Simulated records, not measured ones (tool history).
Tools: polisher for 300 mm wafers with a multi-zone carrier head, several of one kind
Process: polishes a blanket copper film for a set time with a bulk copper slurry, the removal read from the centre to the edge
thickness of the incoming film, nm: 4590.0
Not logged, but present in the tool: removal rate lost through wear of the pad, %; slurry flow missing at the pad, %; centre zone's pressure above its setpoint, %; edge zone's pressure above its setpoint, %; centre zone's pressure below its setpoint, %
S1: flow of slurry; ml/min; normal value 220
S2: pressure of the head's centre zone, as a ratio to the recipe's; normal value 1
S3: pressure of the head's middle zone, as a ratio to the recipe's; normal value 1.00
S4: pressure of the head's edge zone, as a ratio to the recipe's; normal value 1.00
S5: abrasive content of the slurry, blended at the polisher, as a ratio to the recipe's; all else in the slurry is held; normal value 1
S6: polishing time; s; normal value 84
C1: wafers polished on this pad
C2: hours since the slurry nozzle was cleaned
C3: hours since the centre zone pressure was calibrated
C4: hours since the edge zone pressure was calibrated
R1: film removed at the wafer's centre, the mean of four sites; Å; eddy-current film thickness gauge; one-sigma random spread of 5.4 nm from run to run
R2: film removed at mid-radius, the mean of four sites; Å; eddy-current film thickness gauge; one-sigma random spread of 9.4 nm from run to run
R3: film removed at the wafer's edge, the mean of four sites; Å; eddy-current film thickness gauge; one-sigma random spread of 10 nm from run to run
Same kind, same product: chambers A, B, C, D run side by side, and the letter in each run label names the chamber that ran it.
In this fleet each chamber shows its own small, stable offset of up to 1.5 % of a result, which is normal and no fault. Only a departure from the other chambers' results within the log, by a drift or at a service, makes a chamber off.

| run | hour | S1 | S2 | S3 | S4 | S5 | S6 | C1 | C2 | C3 | C4 | R1 | R2 | R3 |
|---|---|---|---|---|---|---|---|---|---|---|---|---|---|---|
| 1A | 12.2 | 220 | 1 | 1.00 | 1.00 | 1 | 84 | 757 | 334.5 | 137.2 | 1077.0 | 7833.1 | 7778.0 | 7743.1 |
| 2B | 18.6 | 220 | 1 | 1.00 | 1.00 | 1 | 84 | 677 | 277.2 | 703.0 | 812.5 | 7720.7 | 7603.4 | 7821.0 |
|  | 29.9 | chamber C: worn pad replaced by a new one |
| 3C | 33.1 | 220 | 1 | 1.00 | 1.00 | 1 | 84 | 35 | 688.2 | 753.1 | 1018.5 | 7730.4 | 7866.9 | 7607.4 |
| 4D | 44.6 | 220 | 1 | 1.00 | 1.00 | 1 | 84 | 732 | 126.8 | 282.1 | 77.4 | 7677.0 | 7719.6 | 7802.6 |
|  | 46.1 | chamber A: edge zone pressure recalibrated |
| 5A | 58.1 | 220 | 1 | 1.00 | 1.00 | 1 | 84 | 1266 | 380.4 | 183.1 | 12.1 | 7832.7 | 7576.1 | 7879.2 |
|  | 58.9 | chamber A: worn pad replaced by a new one |
|  | 64.5 | chamber B: worn pad replaced by a new one |
| 6D | 71.2 | 180 | 1 | 1.00 | 1.00 | 1 | 64 | 1027 | 153.4 | 308.7 | 104.0 | 5773.4 | 5815.2 | 5692.8 |
| 7C | 80.3 | 180 | 1 | 1.00 | 1.00 | 1 | 64 | 559 | 735.4 | 800.3 | 1065.7 | 5727.0 | 5759.9 | 5676.7 |
| 8B | 91.9 | 180 | 1 | 1.00 | 1.00 | 1 | 64 | 304 | 350.5 | 776.3 | 885.8 | 5654.3 | 5721.0 | 5773.0 |
|  | 96.7 | chamber D: worn pad replaced by a new one |
|  | 103.3 | chamber C: worn pad replaced by a new one |
| 9A | 105.5 | 180 | 1 | 1.00 | 1.00 | 1 | 64 | 517 | 427.8 | 230.5 | 59.5 | 5747.0 | 5611.1 | 5684.8 |
| 10D | 113.2 | 220 | 1 | 1.00 | 1.00 | 1 | 84 | 184 | 195.4 | 350.7 | 146.0 | 7864.8 | 7856.2 | 7902.6 |
| 11C | 127.1 | 220 | 1 | 1.00 | 1.00 | 1 | 84 | 264 | 782.2 | 847.1 | 1112.5 | 7799.4 | 7844.4 | 7661.3 |
| 12B | 140.5 | 220 | 1 | 1.00 | 1.00 | 1 | 84 | 843 | 399.1 | 824.9 | 934.4 | 7726.9 | 7539.9 | 7607.9 |
| 13B | 154.3 | 220 | 1 | 1.00 | 1.00 | 1 | 84 | 996 | 412.9 | 838.7 | 948.2 | 7695.4 | 7722.9 | 7645.5 |
|  | 157.4 | chamber B: worn pad replaced by a new one |
| 14C | 165.4 | 220 | 1 | 1.00 | 1.00 | 1 | 84 | 689 | 820.5 | 885.4 | 1150.8 | 7788.4 | 7791.1 | 7785.4 |
|  | 171.5 | chamber C: worn pad replaced by a new one |
| 15D | 177.8 | 220 | 1 | 1.00 | 1.00 | 1 | 84 | 900 | 260.0 | 415.3 | 210.6 | 7728.4 | 7715.1 | 7847.0 |
| 16A | 184.6 | 220 | 1 | 1.00 | 1.00 | 1 | 84 | 1395 | 506.9 | 309.6 | 138.6 | 7941.8 | 7738.3 | 7758.4 |
| 17C | 191.4 | 220 | 1 | 1.00 | 1.00 | 1 | 84 | 220 | 846.5 | 911.4 | 1176.8 | 7775.1 | 7603.9 | 7707.6 |
|  | 191.5 | chamber A: worn pad replaced by a new one |
| 18D | 198.4 | 220 | 1 | 1.00 | 1.00 | 1 | 84 | 1128 | 280.6 | 435.9 | 231.2 | 7767.4 | 7833.0 | 7696.5 |
| 19A | 206.2 | 220 | 1 | 1.00 | 1.00 | 1 | 84 | 163 | 528.5 | 331.2 | 160.2 | 7798.3 | 7653.3 | 7719.7 |
|  | 207.8 | chamber D: centre zone pressure recalibrated |
|  | 211.8 | chamber D: worn pad replaced by a new one |
| 20B | 215.2 | 220 | 1 | 1.00 | 1.00 | 1 | 84 | 641 | 473.8 | 899.6 | 1009.1 | 7600.6 | 7589.0 | 7744.9 |
| 21B | 225.3 | 220 | 1 | 1.00 | 1.00 | 1 | 84 | 753 | 483.9 | 909.7 | 1019.2 | 7727.3 | 7634.4 | 7749.6 |
| 22C | 236.4 | 195 | 1 | 1.00 | 0.94 | 1 | 84 | 720 | 891.5 | 956.4 | 1221.8 | 7609.4 | 7685.2 | 7501.9 |
|  | 240.7 | chamber C: slurry nozzle cleaned |
| 23A | 249.1 | 195 | 1 | 1.00 | 0.94 | 1 | 84 | 638 | 571.4 | 374.1 | 203.1 | 7639.4 | 7548.8 | 7438.8 |
|  | 251.4 | chamber C: worn pad replaced by a new one |
| 24D | 260.9 | 195 | 1 | 1.00 | 0.94 | 1 | 84 | 544 | 343.1 | 53.1 | 293.7 | 7062.1 | 7602.5 | 7501.5 |
|  | 261.2 | chamber B: worn pad replaced by a new one |
|  | 264.7 | chamber B: edge zone pressure recalibrated |
| 25D | 267.4 | 195 | 1 | 1.00 | 0.94 | 1 | 84 | 616 | 349.6 | 59.6 | 300.2 | 6953.6 | 7468.0 | 7492.1 |
| 26C | 278.4 | 220 | 1 | 1.00 | 1.00 | 1 | 84 | 300 | 37.8 | 998.4 | 1263.8 | 7720.5 | 7766.6 | 7582.8 |
| 27A | 286.2 | 220 | 1 | 1.00 | 1.00 | 1 | 84 | 1050 | 608.5 | 411.2 | 240.2 | 7782.3 | 7787.6 | 7921.2 |
| 28B | 293.5 | 220 | 1 | 1.00 | 1.00 | 1 | 84 | 358 | 552.1 | 977.9 | 28.9 | 7727.9 | 7587.7 | 7760.2 |
| 29A | 302.3 | 220 | 1 | 1.00 | 1.00 | 1 | 84 | 1228 | 624.6 | 427.3 | 256.3 | 7803.5 | 7806.8 | 7877.9 |
| 30D | 315.1 | 220 | 1 | 1.00 | 1.00 | 1 | 84 | 1145 | 397.3 | 107.3 | 347.9 | 7185.1 | 7727.6 | 7739.9 |
|  | 320.6 | chamber C: worn pad replaced by a new one |
| 31B | 323.6 | 220 | 1 | 1.00 | 1.00 | 1 | 84 | 692 | 582.2 | 1008.0 | 59.0 | 7665.4 | 7850.7 | 7838.8 |
| 32C | 333.8 | 220 | 1 | 1.00 | 1.00 | 1 | 84 | 147 | 93.2 | 1053.8 | 1319.2 | 7817.1 | 7814.4 | 7805.1 |
| 33C | 342.2 | 220 | 1 | 1.11 | 1.00 | 1 | 84 | 240 | 101.6 | 1062.2 | 1327.6 | 7775.8 | 8342.8 | 7655.6 |
|  | 343.6 | chamber A: worn pad replaced by a new one |
|  | 351.6 | chamber B: worn pad replaced by a new one |
| 34B | 354.3 | 220 | 1 | 1.11 | 1.00 | 1 | 84 | 30 | 612.9 | 1038.7 | 89.7 | 7693.3 | 8593.4 | 7903.7 |
| 35A | 368.8 | 220 | 1 | 1.11 | 1.00 | 1 | 84 | 279 | 691.1 | 493.8 | 322.8 | 7762.9 | 8319.0 | 7598.2 |

Decide between three cases: one chamber stands off from its peers, the gauge reading all wafers drifts, or nothing is wrong past each chamber's small offset. Where a chamber is off, say which and what most likely put it there.

After it was serviced, chamber D no longer matches the other chambers.
Most likely cause: centre zone's pressure below its setpoint, % = 7.12.

Which of the 4 candidates below, each the usual settings with something changed and its results left as question marks, puts chamber D back in line with what the other chambers give on the usual settings?
In-line tolerance around the mean of the other chambers on the usual settings: R1 190.0 Å; R2 330.0 Å; R3 370.0 Å
| 36D-1 | 379.2 | 215 | 0.94 | 1.02 | 1.02 | 1 | 83 |  |  |  |  | ? | ? | ? |
| 36D-2 | 379.2 | 230 | 1.14 | 0.96 | 0.96 | 1 | 85 |  |  |  |  | ? | ? | ? |
| 36D-3 | 379.2 | 210 | 0.87 | 1.03 | 1.04 | 1 | 83 |  |  |  |  | ? | ? | ? |
| 36D-4 | 379.2 | 225 | 1.06 | 0.98 | 0.98 | 1 | 85 |  |  |  |  | ? | ? | ? |

The other chambers' mean on the usual settings: R1 7780.6 Å; R2 7726.9 Å; R3 7764.1 Å
| run | R1 | R2 | R3 |
|---|---|---|---|
| 36D-1 | 6559.3 | 7741.1 | 7734.8 |
| 36D-2 | 8409.7 | 7565.0 | 7732.5 |
| 36D-3 | 5986.7 | 7787.1 | 7794.9 |
| 36D-4 | 7735.0 | 7688.1 | 7796.6 |
Change 36D-4 lands the chamber within the allowed miss of the other chambers.

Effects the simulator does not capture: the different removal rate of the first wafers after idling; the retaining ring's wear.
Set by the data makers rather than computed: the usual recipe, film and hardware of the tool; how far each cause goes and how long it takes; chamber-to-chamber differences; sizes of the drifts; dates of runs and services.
